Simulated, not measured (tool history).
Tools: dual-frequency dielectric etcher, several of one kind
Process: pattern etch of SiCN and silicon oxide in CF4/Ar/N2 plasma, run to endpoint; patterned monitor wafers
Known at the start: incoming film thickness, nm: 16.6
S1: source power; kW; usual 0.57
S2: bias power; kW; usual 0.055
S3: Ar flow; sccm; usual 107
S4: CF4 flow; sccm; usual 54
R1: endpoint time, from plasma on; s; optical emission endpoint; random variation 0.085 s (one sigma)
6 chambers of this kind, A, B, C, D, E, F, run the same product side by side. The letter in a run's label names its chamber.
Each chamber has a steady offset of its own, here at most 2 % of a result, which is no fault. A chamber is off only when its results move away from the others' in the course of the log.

Run 1B, hour 6.4: usual settings. Result: R1 18.394 s.
Run 2E, hour 14.1: usual settings. Result: R1 17.965 s.
Run 3D, hour 20.8: usual settings. Result: R1 18.248 s.
Run 4A, hour 28.5: usual settings. Result: R1 18.194 s.
Run 5F, hour 36.3: usual settings but S1 0.64 kW, S3 85 sccm. Result: R1 15.549 s.
Run 6C, hour 40.6: usual settings but S1 0.64 kW, S3 85 sccm. Result: R1 15.627 s.
Run 7B, hour 46.6: usual settings but S1 0.64 kW, S3 85 sccm. Result: R1 15.894 s.
Run 8E, hour 54.3: usual settings but S1 0.64 kW, S3 85 sccm. Result: R1 15.479 s.
Run 9D, hour 61.2: usual settings but S1 0.64 kW, S3 85 sccm. Result: R1 15.8 s.
Run 10C, hour 67.4: usual settings but S1 0.64 kW, S3 85 sccm. Result: R1 15.63 s.
Run 11A, hour 73.2: usual settings but S2 0.042 kW, S4 61 sccm. Result: R1 19.184 s.
Run 12F, hour 77.2: usual settings but S2 0.042 kW, S4 61 sccm. Result: R1 19.295 s.
At hour 82.1: chamber F: Ar flow controller replaced.
Run 13B, hour 85.6: usual settings but S2 0.042 kW, S4 61 sccm. Result: R1 19.715 s.
Run 14F, hour 93.9: usual settings but S2 0.042 kW, S4 61 sccm. Result: R1 19.15 s.
Run 15C, hour 101: usual settings but S2 0.042 kW, S4 61 sccm. Result: R1 19.107 s.
At hour 101.2: chamber F: wet clean of the chamber.
Run 16A, hour 106.1: usual settings but S2 0.042 kW, S4 61 sccm. Result: R1 19.293 s.
Run 17D, hour 114.3: usual settings. Result: R1 18.226 s.
Run 18E, hour 120: usual settings. Result: R1 18.041 s.
Run 19D, hour 125.3: usual settings. Result: R1 18.321 s.
Run 20C, hour 133.8: usual settings. Result: R1 18.024 s.
Run 21A, hour 141.1: usual settings but S3 132 sccm. Result: R1 18.828 s.
Run 22F, hour 148.8: usual settings but S3 132 sccm. Result: R1 18.61 s.
Run 23B, hour 153: usual settings but S3 132 sccm. Result: R1 19.07 s.
Run 24E, hour 158.1: usual settings but S3 132 sccm. Result: R1 18.62 s.
Run 25C, hour 165.6: usual settings but S3 132 sccm. Result: R1 18.574 s.
Run 26A, hour 170: usual settings but S3 132 sccm. Result: R1 18.735 s.
Run 27E, hour 175.4: usual settings. Result: R1 17.944 s.
Run 28D, hour 180.5: usual settings. Result: R1 18.286 s.
Run 29B, hour 188.5: usual settings. Result: R1 18.358 s.
Run 30F, hour 197.3: usual settings. Result: R1 18.044 s.
Run 31E, hour 204.2: usual settings. Result: R1 17.877 s.
Run 32A, hour 209: usual settings. Result: R1 18.125 s.
Run 33B, hour 213: usual settings. Result: R1 18.298 s.
Run 34D, hour 217.4: usual settings. Result: R1 18.38 s.
Run 35F, hour 221.4: usual settings. Result: R1 17.863 s.
Run 36C, hour 228.5: usual settings but S1 0.69 kW, S3 88 sccm. Result: R1 14.726 s.

Next, every chamber runs the same settings. What will each give?
Run 37A, hour 235: usual settings. Result: R1 ?.
Run 37B, hour 235: usual settings. Result: R1 ?.
Run 37C, hour 235: usual settings. Result: R1 ?.
Run 37D, hour 235: usual settings. Result: R1 ?.
Run 37E, hour 235: usual settings. Result: R1 ?.
Run 37F, hour 235: usual settings. Result: R1 ?.

run      R1
37A  18.191
37B  18.474
37C   17.82
37D  18.375
37E  17.931
37F  17.924

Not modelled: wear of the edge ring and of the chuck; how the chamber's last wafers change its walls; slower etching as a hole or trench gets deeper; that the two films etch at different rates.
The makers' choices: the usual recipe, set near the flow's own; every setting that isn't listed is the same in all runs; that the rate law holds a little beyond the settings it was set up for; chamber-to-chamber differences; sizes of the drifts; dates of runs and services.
